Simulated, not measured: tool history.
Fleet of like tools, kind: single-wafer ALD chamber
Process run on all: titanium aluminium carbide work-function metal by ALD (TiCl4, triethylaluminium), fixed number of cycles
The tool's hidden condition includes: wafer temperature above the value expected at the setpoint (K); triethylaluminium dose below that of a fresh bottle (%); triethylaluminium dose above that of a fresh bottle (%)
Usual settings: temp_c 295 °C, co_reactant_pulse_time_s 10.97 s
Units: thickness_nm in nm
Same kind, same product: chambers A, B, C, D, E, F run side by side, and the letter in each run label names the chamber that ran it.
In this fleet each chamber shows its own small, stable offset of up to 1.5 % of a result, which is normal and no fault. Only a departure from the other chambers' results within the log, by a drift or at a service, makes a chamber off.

run	hour	temp_c	co_reactant_pulse_time_s	hours since the last thermocouple change	hours since the last triethylaluminium bottle change	read-back reference wafer on the same gauge, thickness_nm	thickness_nm
1E	3.9	295	10.97	604.5	70.5	2.0599	1.982
2A	8.3	295	10.97	2820.2	218.7	2.0592	1.9879
3D	11.7	295	10.97	190	950	2.0588	1.984
4F	15.9	295	10.97	1259.1	541.6	2.0593	1.9836
5B	21.2	295	10.97	1200.6	892.9	2.0593	1.9497
6C	27.7	295	15.11	1193.2	1121.7	2.0583	2.0036
7F	34.3	295	15.11	1277.5	560	2.0578	2.0158
8C	38.6	295	15.11	1204.1	1132.6	2.0577	2.0034
9E	43.1	295	15.11	643.7	109.7	2.0582	2.0137
10B	48.1	295	15.11	1227.5	919.8	2.0568	1.9838
11A	54.5	295	15.11	2866.4	264.9	2.0568	2.0205
12D	60.3	295	10.97	238.6	998.6	2.0561	1.9754
13C	66	295	10.97	1231.5	1160	2.0563	1.9681
14B	71.7	295	10.97	1251.1	943.4	2.0557	1.9452
15D	77	295	10.97	255.3	1015.3	2.0565	1.979
16A	84.6	295	7.86	2896.5	295	2.0554	1.8937
17E	89.6	295	7.86	690.2	156.2	2.0554	1.8893
18F	93.4	295	7.86	1336.6	619.1	2.0545	1.883
19C	99.6	295	7.86	1265.1	1193.6	2.0541	1.8727
20B	103.8	295	7.86	1283.2	975.5	2.0541	1.8585
21D	108.5	295	7.86	286.8	1046.8	2.0548	1.8824
22A	113.7	295	10.97	2925.6	324.1	2.0539	1.9836
23E	119.5	295	10.97	720.1	186.1	2.054	1.9731
24F	124.4	295	10.97	1367.6	650.1	2.0528	1.9738
25F	131.3	295	10.97	1374.5	657	2.0526	1.9676
26A	135	295	10.97	2946.9	345.4	2.0525	1.9801
27D	140	302	10.97	318.3	1078.3	2.0529	2.0274
28B	146.8	302	10.97	1326.2	1018.5	2.0524	2.0001
29C	151.7	302	10.97	1317.2	1245.7	2.0514	2.0218
30E	155.2	302	10.97	755.8	221.8	2.0519	2.0386
31F	161.7	302	10.97	1404.9	687.4	2.0516	2.0311
32C	168.3	302	10.97	1333.8	1262.3	2.0502	2.0205
33A	171.7	295	10.97	2983.6	382.1	2.0513	1.9759
34B	179.2	295	10.97	1358.6	1050.9	2.0504	1.9399
35E	185.2	295	10.97	785.8	251.8	2.0498	1.9744
36D	191	295	10.97	369.3	1129.3	2.0494	1.9675
37C	197	295	10.97	1362.5	1291	2.0491	1.9588
38E	204.2	295	10.97	804.8	270.8	2.0481	1.9686
39A	211.5	283	14.51	3023.4	421.9	2.0483	1.9073
40F	218.8	283	14.51	1462	744.5	2.0481	1.8947
41B	223.7	283	14.51	1403.1	1095.4	2.0486	1.8628
42D	227	283	14.51	405.3	1165.3	2.0474	1.8882

Has any chamber moved away from the others, gradually or after a service, or does the common gauge drift, or do the chambers differ only by their own small steady offsets? State the chamber and the most likely cause if one applies.

None of the chambers is off. What moves is the gauge, dragging all their readings along together.
Likeliest cause: gauge reads low (%) = 0.619.
